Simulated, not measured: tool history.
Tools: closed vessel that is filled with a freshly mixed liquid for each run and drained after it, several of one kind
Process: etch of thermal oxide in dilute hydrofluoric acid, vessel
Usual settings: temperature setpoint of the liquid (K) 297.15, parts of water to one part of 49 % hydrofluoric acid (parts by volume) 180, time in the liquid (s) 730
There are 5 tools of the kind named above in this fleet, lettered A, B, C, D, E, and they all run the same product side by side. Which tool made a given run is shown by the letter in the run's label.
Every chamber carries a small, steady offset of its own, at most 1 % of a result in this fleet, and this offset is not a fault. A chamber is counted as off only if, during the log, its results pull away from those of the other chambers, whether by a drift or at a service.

run   hour  temperature setpoint of the liquid (K)  parts of water to one part of 49 % hydrofluoric acid (parts by volume)  time in the liquid (s)  hours since the thermometer was replaced  hours since the hydrofluoric acid flow meter was replaced  read-back film thickness of the thermal oxide reference wafer, read on the same gauge (nm)  thickness taken off the thermal oxide on a monitor wafer (Å)
 1B   12.7                                  297.15                                                                     180                     730                                     921.6                                                     2384.9                                                                                      89.978                                                        168.05
 2C   28.4                                  297.15                                                                     180                     730                                    1076.7                                                     1390.2                                                                                      89.931                                                        171.55
 3E   41.3                                  297.15                                                                     180                     730                                     440.9                                                     1064.6                                                                                      90.011                                                        171.49
 4A   51.5                                  297.15                                                                     180                     730                                    1996.5                                                     1369.9                                                                                      89.999                                                        169.49
 5D   67.5                                  297.15                                                                     180                     730                                    2031.7                                                      402.1                                                                                      89.992                                                        168.79
 6B   82.7                                  297.15                                                                     180                     730                                     991.6                                                     2454.9                                                                                      90.014                                                        170.29
 7E   99.1                                  297.15                                                                     180                     730                                     498.7                                                     1122.4                                                                                      89.971                                                        171.54
       106  -- chamber A: hydrofluoric acid flow meter replaced
 8C  108.5                                  297.15                                                                     180                     730                                    1156.8                                                     1470.3                                                                                      89.972                                                        167.89
 9D  117.1                                  297.15                                                                     180                     730                                    2081.3                                                      451.7                                                                                      89.996                                                        171.84
     122.2  -- chamber B: hydrofluoric acid flow meter replaced
10A  129.2                                  297.15                                                                     180                     730                                    2074.2                                                       23.3                                                                                       90.04                                                        171.25
11C  140.4                                  297.15                                                                     180                     730                                    1188.7                                                     1502.2                                                                                      90.037                                                        170.02
     145.5  -- chamber B: thermometer replaced
12E  151.9                                  297.15                                                                     180                     730                                     551.5                                                     1175.2                                                                                       90.01                                                        171.33
13D  163.3                                  297.15                                                                     180                     730                                    2127.5                                                      497.9                                                                                      90.013                                                        169.83
14A  174.5                                  297.15                                                                     180                     730                                    2119.5                                                       68.6                                                                                      90.033                                                        168.97
15B  184.8                                  297.15                                                                     180                     730                                      39.3                                                       62.6                                                                                      89.999                                                        171.11
16B  197.4                                  297.15                                                                     180                     730                                      51.9                                                       75.2                                                                                       90.01                                                        169.51
17D  211.4                                  300.65                                                                     180                     730                                    2175.6                                                        546                                                                                      90.033                                                        193.65
18A  224.3                                  300.65                                                                     180                     730                                    2169.3                                                      118.4                                                                                       89.98                                                        191.27
19C  238.1                                  300.65                                                                     180                     730                                    1286.4                                                     1599.9                                                                                      89.979                                                        195.07
     249.1  -- chamber C: thermometer replaced
20E  251.3                                  300.65                                                                     180                     730                                     650.9                                                     1274.6                                                                                      90.016                                                        198.66
21B  262.2                                  300.65                                                                     180                     730                                     116.7                                                        140                                                                                      90.008                                                        190.84
22D    270                                  297.15                                                                     180                     730                                    2234.2                                                      604.6                                                                                      90.017                                                        169.99
23A  280.5                                  297.15                                                                     180                     325                                    2225.5                                                      174.6                                                                                          90                                                        75.822
24E  289.3                                  297.15                                                                     180                     325                                     688.9                                                     1312.6                                                                                       89.97                                                        77.321
25C  300.8                                  297.15                                                                     180                     325                                      51.7                                                     1662.6                                                                                      90.002                                                        75.111
26D  311.4                                  297.15                                                                     180                     325                                    2275.6                                                        646                                                                                      89.983                                                         76.21
27E    325                                  297.15                                                                     180                     325                                     724.6                                                     1348.3                                                                                      90.041                                                        78.889
28A  333.5                                  297.15                                                                     180                     730                                    2278.5                                                      227.6                                                                                      90.024                                                        166.85
29B  344.8                                  297.15                                                                     180                     730                                     199.3                                                      222.6                                                                                       90.02                                                        170.95
30C  353.7                                  297.15                                                                     180                     730                                     104.6                                                     1715.5                                                                                      90.009                                                         170.7
31A    366                                  297.15                                                                     180                     730                                      2311                                                      260.1                                                                                      90.021                                                        167.98
32C  375.2                                  297.15                                                                     180                     730                                     126.1                                                       1737                                                                                       89.99                                                        170.63
       385  -- chamber C: hydrofluoric acid flow meter replaced
33D  388.5                                  297.15                                                                     180                     730                                    2352.7                                                      723.1                                                                                      89.999                                                           169
34B    397                                  297.15                                                                     180                     730                                     251.5                                                      274.8                                                                                       90.04                                                        169.36
     407.1  -- chamber A: thermometer replaced
35E  408.3                                  297.15                                                                     180                     730                                     807.9                                                     1431.6                                                                                      90.017                                                        178.78
36D  424.2                                  297.15                                                                     180                     730                                    2388.4                                                      758.8                                                                                      89.954                                                        172.01
37A  436.5                                  297.15                                                                     180                     730                                      29.5                                                      330.6                                                                                      89.978                                                        171.59
38B  452.2                                  300.15                                                                     250                     730                                     306.7                                                        330                                                                                      89.989                                                        123.94
39C  460.8                                  300.15                                                                     250                     730                                     211.7                                                       75.9                                                                                      90.032                                                        126.64
40E  468.1                                  300.15                                                                     250                     730                                     867.7                                                     1491.4                                                                                      90.012                                                        133.24
41D  479.7                                  300.15                                                                     250                     730                                    2443.9                                                      814.3                                                                                       90.03                                                        127.23

The same settings go to every chamber for the next run, one line per chamber below. Forecast the results for each:
42A  491.6                                  301.65                                                                     180                     730                                                                                                                                                                                                                                                              ?
42B  491.6                                  301.65                                                                     180                     730                                                                                                                                                                                                                                                              ?
42C  491.6                                  301.65                                                                     180                     730                                                                                                                                                                                                                                                              ?
42D  491.6                                  301.65                                                                     180                     730                                                                                                                                                                                                                                                              ?
42E  491.6                                  301.65                                                                     180                     730                                                                                                                                                                                                                                                              ?

run  thickness taken off the thermal oxide on a monitor wafer (Å)
42A                                                        198.48
42B                                                        198.63
42C                                                        200.26
42D                                                        201.14
42E                                                         212.3
